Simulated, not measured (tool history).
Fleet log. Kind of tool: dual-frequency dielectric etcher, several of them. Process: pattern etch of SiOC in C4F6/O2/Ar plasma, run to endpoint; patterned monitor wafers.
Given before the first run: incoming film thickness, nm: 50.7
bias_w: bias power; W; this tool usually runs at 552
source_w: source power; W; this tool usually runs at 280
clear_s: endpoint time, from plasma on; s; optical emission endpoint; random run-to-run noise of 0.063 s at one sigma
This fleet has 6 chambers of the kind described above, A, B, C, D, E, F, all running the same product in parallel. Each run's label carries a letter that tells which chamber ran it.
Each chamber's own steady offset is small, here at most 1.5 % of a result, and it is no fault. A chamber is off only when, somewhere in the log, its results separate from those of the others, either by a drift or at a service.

run,hour,bias_w,source_w,hours since the last wet clean,hours since the last bias power generator calibration,hours since the last source power generator calibration,clear_s
1F,6.3,552,280,289.1,2615.2,1371.9,18.705
# hour 10.7: chamber A: wet clean of the chamber
2E,17.8,552,280,299.6,1835.1,2617.5,18.963
3A,29.4,552,280,18.8,881.7,1026.7,18.948
4C,34.9,552,280,456.2,746.1,602.4,18.464
5D,42.4,552,280,100.9,2882.0,4343.7,18.755
6B,51.2,552,220,65.8,1731.8,2197.1,20.497
7E,60.5,552,220,342.3,1877.8,2660.2,20.622
8B,71.7,552,220,86.3,1752.3,2217.6,20.501
# hour 76.0: chamber E: wet clean of the chamber
# hour 77.5: chamber C: wet clean of the chamber
9F,81.2,552,220,364.0,2690.1,1446.8,20.477
10C,91.5,552,220,14.1,802.7,659.0,20.209
# hour 99.5: chamber F: bias power generator calibrated
11D,100.4,552,220,158.9,2940.0,4401.7,20.503
12A,105.8,552,280,95.2,958.1,1103.1,18.881
# hour 114.9: chamber F: wet clean of the chamber
13F,117.7,552,320,2.8,18.2,1483.3,17.128
14B,129.1,552,320,143.7,1809.7,2275.0,17.849
15C,135.2,552,320,57.8,846.4,702.7,17.561
16A,142.5,552,320,131.9,994.8,1139.8,17.839
17E,152.7,552,320,76.7,1970.0,2752.4,18.006
18D,160.7,552,320,219.2,3000.3,4462.0,17.781
19D,167.1,552,280,225.6,3006.7,4468.4,18.708
20C,175.4,552,280,98.0,886.6,742.9,18.513
21E,187.2,552,280,111.2,2004.5,2786.9,18.928
22F,197.3,552,280,82.4,97.8,1562.9,17.966
23A,202.5,552,280,191.9,1054.8,1199.8,18.949
24B,210.5,552,280,225.1,1891.1,2356.4,18.865
25A,219.0,552,280,208.4,1071.3,1216.3,18.911
# hour 230.2: chamber E: bias power generator calibrated
26C,230.6,677,280,153.2,941.8,798.1,17.128
27B,240.2,677,280,254.8,1920.8,2386.1,17.450
28F,250.9,677,280,136.0,151.4,1616.5,16.719
29D,262.7,677,280,321.2,3102.3,4564.0,17.219
30E,268.4,677,280,192.4,38.3,2868.1,17.531
31E,275.4,677,280,199.4,45.3,2875.1,17.423
32A,286.4,552,280,275.8,1138.7,1283.7,18.982
33D,292.8,552,280,351.3,3132.4,4594.1,18.734
34B,298.1,552,280,312.7,1978.7,2444.0,18.876
35C,305.1,552,280,227.7,1016.3,872.6,18.683
36F,315.8,552,280,200.9,216.3,1681.4,18.045
37F,326.9,552,280,212.0,227.4,1692.5,18.021

Each of the 6 chambers runs these same settings next. Fill in every chamber's results:
38A,335.6,552,280,,,,?
38B,335.6,552,280,,,,?
38C,335.6,552,280,,,,?
38D,335.6,552,280,,,,?
38E,335.6,552,280,,,,?
38F,335.6,552,280,,,,?

run,clear_s
38A,18.881
38B,18.861
38C,18.617
38D,18.684
38E,18.937
38F,18.043

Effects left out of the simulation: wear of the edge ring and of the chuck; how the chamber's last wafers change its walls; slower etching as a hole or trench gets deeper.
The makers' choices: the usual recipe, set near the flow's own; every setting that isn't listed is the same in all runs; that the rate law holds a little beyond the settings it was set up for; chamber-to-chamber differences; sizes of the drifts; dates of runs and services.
